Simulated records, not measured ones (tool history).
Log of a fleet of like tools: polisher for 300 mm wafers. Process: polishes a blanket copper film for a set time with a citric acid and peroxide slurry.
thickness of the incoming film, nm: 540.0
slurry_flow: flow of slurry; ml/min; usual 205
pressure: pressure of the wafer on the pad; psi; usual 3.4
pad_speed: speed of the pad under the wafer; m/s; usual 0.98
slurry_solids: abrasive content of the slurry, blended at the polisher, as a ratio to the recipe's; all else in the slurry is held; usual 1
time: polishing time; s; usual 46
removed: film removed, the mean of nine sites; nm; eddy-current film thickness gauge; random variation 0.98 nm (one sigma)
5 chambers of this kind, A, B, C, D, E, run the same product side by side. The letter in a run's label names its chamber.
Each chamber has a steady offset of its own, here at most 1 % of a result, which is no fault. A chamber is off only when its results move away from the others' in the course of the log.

run   hour  slurry_flow  pressure  pad_speed  slurry_solids  time  wafers polished on this pad  hours since the slurry nozzle was cleaned  hours since the head pressure was calibrated  hours since the slurry blender was calibrated  removed
 1D    4.6          205       3.4       0.98              1    46                         1043                                      427.4                                         249.5                                           89.6   110.53
 2C     15          205       3.4       0.98              1    46                          365                                       79.5                                         468.3                                           89.4   109.67
 3B   20.9          205       3.4       0.98              1    46                          643                                      272.2                                         849.1                                           43.1   108.11
      21.8  -- chamber E: worn pad replaced by a new one
 4A   27.9          205       3.4       0.98              1    46                          464                                      395.5                                         129.6                                          126.4   110.46
      28.9  -- chamber D: worn pad replaced by a new one
 5E   38.2          205       3.4       0.98              1    46                          127                                      230.1                                          74.1                                          213.1   109.76
 6B   45.5          205       3.4       0.98              1    46                          834                                      296.8                                         873.7                                           67.7   109.27
 7A   53.4          205       3.4       0.98              1    46                          663                                        421                                         155.1                                          151.9   111.43
      56.3  -- chamber B: worn pad replaced by a new one
 8E   59.7          205       3.4       0.98              1    46                          294                                      251.6                                          95.6                                          234.6    109.8
 9D   68.6          205       3.4       0.98              1    46                          308                                      491.4                                         313.5                                          153.6   110.07
10C   77.5          205       3.4       0.98              1    46                          851                                        142                                         530.8                                          151.9   107.59
11C   83.1          205       3.4       0.98              1    46                          894                                      147.6                                         536.4                                          157.5   109.23
12E   93.7          205       4.3       0.98              1    46                          559                                      285.6                                         129.6                                          268.6   137.53
      96.5  -- chamber A: worn pad replaced by a new one
      98.4  -- chamber A: slurry blender recalibrated
13B  102.3          205       4.3       0.98              1    46                          357                                      353.6                                         930.5                                          124.5   135.12
     110.4  -- chamber A: slurry nozzle cleaned
     111.3  -- chamber E: worn pad replaced by a new one
14D  111.4          205       4.3       0.98              1    46                          641                                      534.2                                         356.3                                          196.4   135.69
15A  119.9          205       4.3       0.98              1    46                          182                                        9.5                                         221.6                                           21.5   137.56
     124.3  -- chamber C: worn pad replaced by a new one
16B  129.8          205       4.3       0.98              1    46                          571                                      381.1                                           958                                            152   135.58
17A  134.6          205       3.4       0.98              1    46                          296                                       24.2                                         236.3                                           36.2   109.81
     140.1  -- chamber E: slurry nozzle cleaned
18D  143.4          205       3.4       0.98              1    46                          889                                      566.2                                         388.3                                          228.4   108.62
19C    154          205       3.4       0.98              1    46                          230                                      218.5                                         607.3                                          228.4      109
20E  160.5          205       3.4       0.98              1    46                          382                                       20.5                                         196.4                                          335.4   110.16
     160.7  -- chamber C: slurry nozzle cleaned
21E  167.9          205       3.4       0.98              1    46                          440                                       27.9                                         203.8                                          342.8   109.88
22C  172.9          205       3.4       0.98              1    46                          377                                       12.3                                         626.2                                          247.3   108.54
     183.1  -- chamber B: worn pad replaced by a new one
23A  183.3          205       3.4       0.98              1    46                          674                                       72.9                                           285                                           84.9   109.58
     188.7  -- chamber E: worn pad replaced by a new one
24B  193.9          205       3.4       0.98              1    46                           84                                      445.2                                        1022.1                                          216.1   107.51
     195.4  -- chamber D: worn pad replaced by a new one
25D  201.2          205       3.4       0.98              1    46                           45                                        624                                         446.1                                          286.2   110.08
     205.8  -- chamber C: slurry blender recalibrated
26D  210.9          205       3.4       0.98              1    46                          120                                      633.7                                         455.8                                          295.9   109.71
27B  216.3          205       3.4       0.98           0.75    56                          258                                      467.6                                        1044.5                                          238.5   122.48
28C  226.1          205       3.4       0.98           0.75    56                          790                                       65.5                                         679.4                                           20.3   124.57
29A  231.4          205       3.4       0.98           0.75    56                         1048                                        121                                         333.1                                            133   126.78
30E  237.1          205       3.4       0.98           0.75    56                          376                                       97.1                                           273                                            412   125.68
31E  243.1          205       3.4       0.98           0.75    56                          423                                      103.1                                           279                                            418   126.35
     245.7  -- chamber E: slurry blender recalibrated
     246.8  -- chamber A: worn pad replaced by a new one
     249.2  -- chamber D: slurry blender recalibrated
32B  251.5          205       2.9        0.8              1    46                          531                                      502.8                                        1079.7                                          273.7   73.165
33C  259.6          205       2.9        0.8              1    46                         1051                                         99                                         712.9                                           53.8   77.509
34D  265.7          205       2.9        0.8              1    46                          546                                      688.5                                         510.6                                           16.5    76.64
35A  273.1          205       2.9        0.8              1    46                          204                                      162.7                                         374.8                                          174.7    78.11
     278.4  -- chamber C: worn pad replaced by a new one
36B  279.8          205       2.9        0.8              1    46                          751                                      531.1                                          1108                                            302    73.34
     281.7  -- chamber E: worn pad replaced by a new one
37D  288.4          205       3.4       0.74              1    46                          722                                      711.2                                         533.3                                           39.2   83.686
     293.3  -- chamber A: slurry blender recalibrated
38E  295.7          205       3.4       0.74              1    46                          108                                      155.7                                         331.6                                             50   83.655
39C  305.6          205       3.4       0.74              1    46                          211                                        145                                         758.9                                           99.8   85.429
40A  311.9          205       3.4       0.74              1    46                          506                                      201.5                                         413.6                                           18.6   83.654
41E  316.8          205       3.4       0.74              1    46                          272                                      176.8                                         352.7                                           71.1   83.397

What goes on in this fleet: one chamber off, a drifting gauge, or nothing beyond the chambers' own small offsets? Name the chamber and the cause, if any.

Chamber B drifts away from the others.
Cause: slurry flow missing at the pad, % = 32.
The log may not tell that from: head's pressure below its setpoint, %; abrasive missing from the slurry, %.

Here are 4 candidates for chamber B's next run, each the usual settings with a change, their results left as question marks. Which one brings its results back in line with what the others give on the usual settings?
In line means no further than this from the other chambers' mean on the usual settings: removed 3.4 nm
42B-1  324.4          205       3.4          1              1    46                                                                                                                                                                             ?
42B-2  324.4          205       3.7       0.98              1    46                                                                                                                                                                             ?
42B-3  324.4          205       3.4       0.98              1    45                                                                                                                                                                             ?
42B-4  324.4          200       3.4       0.92              1    46                                                                                                                                                                             ?

The other chambers' mean on the usual settings: removed 109.82 nm
  run  removed
42B-1   104.72
42B-2   111.51
42B-3   100.43
42B-4   96.039
42B-2 brings the chamber back in line.
